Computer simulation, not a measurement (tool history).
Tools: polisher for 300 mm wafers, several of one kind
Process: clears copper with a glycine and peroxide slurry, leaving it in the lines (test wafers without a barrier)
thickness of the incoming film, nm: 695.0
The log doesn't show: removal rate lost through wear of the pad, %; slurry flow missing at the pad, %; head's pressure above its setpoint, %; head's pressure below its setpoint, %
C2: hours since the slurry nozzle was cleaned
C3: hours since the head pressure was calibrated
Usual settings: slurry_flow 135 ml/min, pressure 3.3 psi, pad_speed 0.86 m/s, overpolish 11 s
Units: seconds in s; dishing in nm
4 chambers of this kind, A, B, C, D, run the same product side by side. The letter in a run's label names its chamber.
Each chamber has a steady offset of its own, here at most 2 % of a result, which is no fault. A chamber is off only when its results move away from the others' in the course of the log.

run 1A hour=11.3 | slurry_flow=135 pressure=3.3 pad_speed=0.86 overpolish=11 | wafers_polished_on_this_pad=571 C2=427.3 C3=338.2 | seconds=136.02 dishing=38.979
-- hour=17.9 chamber A: worn pad replaced by a new one
run 2D hour=20.7 | slurry_flow=135 pressure=3.3 pad_speed=0.86 overpolish=11 | wafers_polished_on_this_pad=304 C2=426.5 C3=631.7 | seconds=133.47 dishing=39.198
run 3B hour=26.9 | slurry_flow=135 pressure=3.3 pad_speed=0.86 overpolish=11 | wafers_polished_on_this_pad=967 C2=238.1 C3=533 | seconds=135.08 dishing=39.002
-- hour=27.4 chamber C: worn pad replaced by a new one
run 4C hour=35.4 | slurry_flow=135 pressure=3.3 pad_speed=0.86 overpolish=11 | wafers_polished_on_this_pad=58 C2=268.6 C3=85.3 | seconds=137.75 dishing=39.164
run 5B hour=43.6 | slurry_flow=135 pressure=3.3 pad_speed=0.86 overpolish=11 | wafers_polished_on_this_pad=1087 C2=254.8 C3=549.7 | seconds=134.81 dishing=38.309
run 6A hour=50 | slurry_flow=135 pressure=3.3 pad_speed=0.86 overpolish=11 | wafers_polished_on_this_pad=230 C2=466 C3=376.9 | seconds=134.33 dishing=38.999
run 7D hour=60.9 | slurry_flow=135 pressure=3.3 pad_speed=0.86 overpolish=11 | wafers_polished_on_this_pad=593 C2=466.7 C3=671.9 | seconds=133.21 dishing=38.977
-- hour=61.4 chamber D: worn pad replaced by a new one
run 8C hour=72.7 | slurry_flow=135 pressure=3.3 pad_speed=0.86 overpolish=11 | wafers_polished_on_this_pad=325 C2=305.9 C3=122.6 | seconds=133.15 dishing=38.833
run 9B hour=80.4 | slurry_flow=170 pressure=2.4 pad_speed=0.86 overpolish=11 | wafers_polished_on_this_pad=1352 C2=291.6 C3=586.5 | seconds=168.84 dishing=32.301
run 10D hour=90.6 | slurry_flow=170 pressure=2.4 pad_speed=0.86 overpolish=11 | wafers_polished_on_this_pad=210 C2=496.4 C3=701.6 | seconds=166.88 dishing=31.846
run 11C hour=101.9 | slurry_flow=170 pressure=2.4 pad_speed=0.86 overpolish=11 | wafers_polished_on_this_pad=535 C2=335.1 C3=151.8 | seconds=167.68 dishing=31.633
run 12A hour=111.1 | slurry_flow=170 pressure=2.4 pad_speed=0.86 overpolish=11 | wafers_polished_on_this_pad=669 C2=527.1 C3=438 | seconds=165.43 dishing=32.419
run 13A hour=117.4 | slurry_flow=135 pressure=3.3 pad_speed=0.86 overpolish=11 | wafers_polished_on_this_pad=714 C2=533.4 C3=444.3 | seconds=133.1 dishing=39.295
-- hour=120.8 chamber A: worn pad replaced by a new one
run 14C hour=127.7 | slurry_flow=135 pressure=3.3 pad_speed=0.86 overpolish=11 | wafers_polished_on_this_pad=720 C2=360.9 C3=177.6 | seconds=135.59 dishing=38.588
-- hour=128.8 chamber B: worn pad replaced by a new one
-- hour=129.2 chamber C: slurry nozzle cleaned
run 15D hour=133.9 | slurry_flow=135 pressure=3.3 pad_speed=0.86 overpolish=11 | wafers_polished_on_this_pad=520 C2=539.7 C3=744.9 | seconds=139.16 dishing=38.464
-- hour=141.9 chamber D: worn pad replaced by a new one
run 16B hour=143.7 | slurry_flow=135 pressure=3.3 pad_speed=0.86 overpolish=11 | wafers_polished_on_this_pad=107 C2=354.9 C3=649.8 | seconds=132.98 dishing=39.071
run 17C hour=152.2 | slurry_flow=135 pressure=3.3 pad_speed=0.86 overpolish=11 | wafers_polished_on_this_pad=896 C2=23 C3=202.1 | seconds=134.95 dishing=38.762
-- hour=153.5 chamber C: worn pad replaced by a new one
run 18A hour=161.4 | slurry_flow=135 pressure=3.3 pad_speed=0.58 overpolish=18 | wafers_polished_on_this_pad=291 C2=577.4 C3=488.3 | seconds=185.06 dishing=46.269
-- hour=167.5 chamber A: slurry nozzle cleaned
run 19B hour=171.1 | slurry_flow=135 pressure=3.3 pad_speed=0.58 overpolish=18 | wafers_polished_on_this_pad=304 C2=382.3 C3=677.2 | seconds=177.84 dishing=46.702
run 20D hour=177.5 | slurry_flow=135 pressure=3.3 pad_speed=0.58 overpolish=18 | wafers_polished_on_this_pad=256 C2=583.3 C3=788.5 | seconds=192.63 dishing=44.078
run 21D hour=186.5 | slurry_flow=135 pressure=3.3 pad_speed=0.58 overpolish=18 | wafers_polished_on_this_pad=320 C2=592.3 C3=797.5 | seconds=185.19 dishing=43.726
run 22A hour=192.8 | slurry_flow=135 pressure=3.3 pad_speed=0.86 overpolish=11 | wafers_polished_on_this_pad=517 C2=25.4 C3=519.7 | seconds=134.45 dishing=38.903
run 23B hour=201.5 | slurry_flow=135 pressure=3.3 pad_speed=0.86 overpolish=11 | wafers_polished_on_this_pad=522 C2=412.7 C3=707.6 | seconds=127.46 dishing=39.437
run 24C hour=211.1 | slurry_flow=135 pressure=3.3 pad_speed=0.86 overpolish=11 | wafers_polished_on_this_pad=414 C2=81.9 C3=261 | seconds=138.95 dishing=39.417
-- hour=215.1 chamber A: worn pad replaced by a new one
-- hour=216.8 chamber A: head pressure recalibrated
run 25B hour=220.8 | slurry_flow=135 pressure=3.3 pad_speed=0.86 overpolish=11 | wafers_polished_on_this_pad=661 C2=432 C3=726.9 | seconds=132.74 dishing=38.749
run 26A hour=230 | slurry_flow=135 pressure=3.3 pad_speed=0.86 overpolish=11 | wafers_polished_on_this_pad=107 C2=62.6 C3=13.3 | seconds=136.08 dishing=39.693
run 27C hour=237.2 | slurry_flow=135 pressure=3.3 pad_speed=0.86 overpolish=11 | wafers_polished_on_this_pad=601 C2=108 C3=287.1 | seconds=134.17 dishing=39.414
run 28D hour=243.7 | slurry_flow=135 pressure=3.3 pad_speed=0.86 overpolish=11 | wafers_polished_on_this_pad=731 C2=649.5 C3=854.7 | seconds=144.3 dishing=37.157
-- hour=245.4 chamber D: worn pad replaced by a new one
run 29C hour=249.5 | slurry_flow=135 pressure=3.3 pad_speed=0.86 overpolish=11 | wafers_polished_on_this_pad=689 C2=120.3 C3=299.4 | seconds=136.71 dishing=39.641
run 30B hour=259.8 | slurry_flow=135 pressure=3.3 pad_speed=0.86 overpolish=11 | wafers_polished_on_this_pad=941 C2=471 C3=765.9 | seconds=132.15 dishing=39.478
run 31D hour=266.2 | slurry_flow=135 pressure=3.3 pad_speed=0.86 overpolish=15 | wafers_polished_on_this_pad=149 C2=672 C3=877.2 | seconds=148 dishing=47.909
run 32A hour=276 | slurry_flow=135 pressure=3.3 pad_speed=0.86 overpolish=15 | wafers_polished_on_this_pad=437 C2=108.6 C3=59.3 | seconds=130.68 dishing=50.28
run 33B hour=286.9 | slurry_flow=135 pressure=3.3 pad_speed=0.86 overpolish=15 | wafers_polished_on_this_pad=1135 C2=498.1 C3=793 | seconds=131.76 dishing=50.3
run 34D hour=294.1 | slurry_flow=135 pressure=3.3 pad_speed=0.86 overpolish=15 | wafers_polished_on_this_pad=349 C2=699.9 C3=905.1 | seconds=149.62 dishing=47.467

All 4 chambers run these settings next. Forecast each chamber's results:
run 35A hour=302.9 | slurry_flow=135 pressure=4 pad_speed=0.86 overpolish=11 | seconds=? dishing=?
run 35B hour=302.9 | slurry_flow=135 pressure=4 pad_speed=0.86 overpolish=11 | seconds=? dishing=?
run 35C hour=302.9 | slurry_flow=135 pressure=4 pad_speed=0.86 overpolish=11 | seconds=? dishing=?
run 35D hour=302.9 | slurry_flow=135 pressure=4 pad_speed=0.86 overpolish=11 | seconds=? dishing=?

run=35A seconds=113.08 dishing=45.414
run=35B seconds=115.16 dishing=43.908
run=35C seconds=116.64 dishing=45.293
run=35D seconds=126 dishing=40.754
